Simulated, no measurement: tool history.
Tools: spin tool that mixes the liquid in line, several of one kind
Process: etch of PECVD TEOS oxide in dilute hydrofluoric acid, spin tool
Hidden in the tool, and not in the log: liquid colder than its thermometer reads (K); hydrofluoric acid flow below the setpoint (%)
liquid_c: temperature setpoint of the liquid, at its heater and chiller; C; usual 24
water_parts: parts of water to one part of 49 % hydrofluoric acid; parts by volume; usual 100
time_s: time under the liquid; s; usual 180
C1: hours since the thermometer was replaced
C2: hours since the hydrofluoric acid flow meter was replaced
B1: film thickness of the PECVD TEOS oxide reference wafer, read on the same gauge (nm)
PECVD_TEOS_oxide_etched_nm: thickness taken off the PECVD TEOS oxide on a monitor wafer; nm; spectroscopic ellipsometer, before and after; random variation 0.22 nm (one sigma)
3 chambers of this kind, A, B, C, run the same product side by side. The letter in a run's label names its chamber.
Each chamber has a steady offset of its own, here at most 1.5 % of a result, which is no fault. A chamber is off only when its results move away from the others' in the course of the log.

{"run": "1C", "day": 0.275, "liquid_c": 24, "water_parts": 100, "time_s": 180, "C1": 619.9, "C2": 305.2, "B1": 139.99, "PECVD_TEOS_oxide_etched_nm": 46.103}
{"run": "2A", "day": 0.658, "liquid_c": 24, "water_parts": 100, "time_s": 180, "C1": 866.4, "C2": 222.7, "B1": 140, "PECVD_TEOS_oxide_etched_nm": 46.52}
{"run": "3B", "day": 1.092, "liquid_c": 24, "water_parts": 100, "time_s": 180, "C1": 491.5, "C2": 1334, "B1": 140, "PECVD_TEOS_oxide_etched_nm": 46.798}
{"run": "4C", "day": 1.446, "liquid_c": 24, "water_parts": 100, "time_s": 180, "C1": 648, "C2": 333.3, "B1": 140, "PECVD_TEOS_oxide_etched_nm": 46.341}
{"run": "5B", "day": 1.904, "liquid_c": 26, "water_parts": 100, "time_s": 180, "C1": 511, "C2": 1353.5, "B1": 140.02, "PECVD_TEOS_oxide_etched_nm": 50.559}
{"run": "6A", "day": 2.296, "liquid_c": 26, "water_parts": 100, "time_s": 180, "C1": 905.7, "C2": 262, "B1": 139.99, "PECVD_TEOS_oxide_etched_nm": 50.218}
{"run": "7C", "day": 2.608, "liquid_c": 26, "water_parts": 100, "time_s": 180, "C1": 675.9, "C2": 361.2, "B1": 139.95, "PECVD_TEOS_oxide_etched_nm": 50.329}
{"run": "8B", "day": 3.129, "liquid_c": 24, "water_parts": 100, "time_s": 180, "C1": 540.4, "C2": 1382.9, "B1": 139.95, "PECVD_TEOS_oxide_etched_nm": 46.695}
{"run": "9A", "day": 3.646, "liquid_c": 24, "water_parts": 100, "time_s": 180, "C1": 938.1, "C2": 294.4, "B1": 140.03, "PECVD_TEOS_oxide_etched_nm": 46.396}
{"run": "10A", "day": 3.996, "liquid_c": 24, "water_parts": 100, "time_s": 180, "C1": 946.5, "C2": 302.8, "B1": 139.99, "PECVD_TEOS_oxide_etched_nm": 46.574}
{"run": "11C", "day": 4.304, "liquid_c": 24, "water_parts": 145, "time_s": 180, "C1": 716.6, "C2": 401.9, "B1": 140.03, "PECVD_TEOS_oxide_etched_nm": 29.67}
{"run": "12B", "day": 4.85, "liquid_c": 24, "water_parts": 145, "time_s": 180, "C1": 581.7, "C2": 1424.2, "B1": 140.05, "PECVD_TEOS_oxide_etched_nm": 30.633}
{"run": "13B", "day": 5.421, "liquid_c": 24, "water_parts": 145, "time_s": 180, "C1": 595.4, "C2": 1437.9, "B1": 139.99, "PECVD_TEOS_oxide_etched_nm": 30.662}
{"run": "14C", "day": 5.892, "liquid_c": 24, "water_parts": 100, "time_s": 180, "C1": 754.7, "C2": 440, "B1": 139.98, "PECVD_TEOS_oxide_etched_nm": 44.756}
{"run": "15A", "day": 6.438, "liquid_c": 24, "water_parts": 100, "time_s": 180, "C1": 1005.1, "C2": 361.4, "B1": 140.02, "PECVD_TEOS_oxide_etched_nm": 46.619}
{"day": 6.796, "done": "chamber C: hydrofluoric acid flow meter replaced"}
{"run": "16C", "day": 6.958, "liquid_c": 24, "water_parts": 100, "time_s": 180, "C1": 780.3, "C2": 3.9, "B1": 140.02, "PECVD_TEOS_oxide_etched_nm": 44.853}
{"run": "17B", "day": 7.496, "liquid_c": 24, "water_parts": 100, "time_s": 180, "C1": 645.2, "C2": 1487.7, "B1": 139.96, "PECVD_TEOS_oxide_etched_nm": 46.815}
{"run": "18A", "day": 7.817, "liquid_c": 24, "water_parts": 100, "time_s": 180, "C1": 1038.2, "C2": 394.5, "B1": 140.02, "PECVD_TEOS_oxide_etched_nm": 45.893}
{"run": "19A", "day": 8.317, "liquid_c": 24, "water_parts": 100, "time_s": 180, "C1": 1050.2, "C2": 406.5, "B1": 140.01, "PECVD_TEOS_oxide_etched_nm": 46.591}
{"run": "20C", "day": 8.717, "liquid_c": 24, "water_parts": 100, "time_s": 180, "C1": 822.5, "C2": 46.1, "B1": 140.02, "PECVD_TEOS_oxide_etched_nm": 43.736}

Next, every chamber runs the same settings. What will each give?
{"run": "21A", "day": 9.125, "liquid_c": 27.5, "water_parts": 100, "time_s": 180, "PECVD_TEOS_oxide_etched_nm": "?"}
{"run": "21B", "day": 9.125, "liquid_c": 27.5, "water_parts": 100, "time_s": 180, "PECVD_TEOS_oxide_etched_nm": "?"}
{"run": "21C", "day": 9.125, "liquid_c": 27.5, "water_parts": 100, "time_s": 180, "PECVD_TEOS_oxide_etched_nm": "?"}

run=21A PECVD_TEOS_oxide_etched_nm=52.976
run=21B PECVD_TEOS_oxide_etched_nm=53.587
run=21C PECVD_TEOS_oxide_etched_nm=50.549
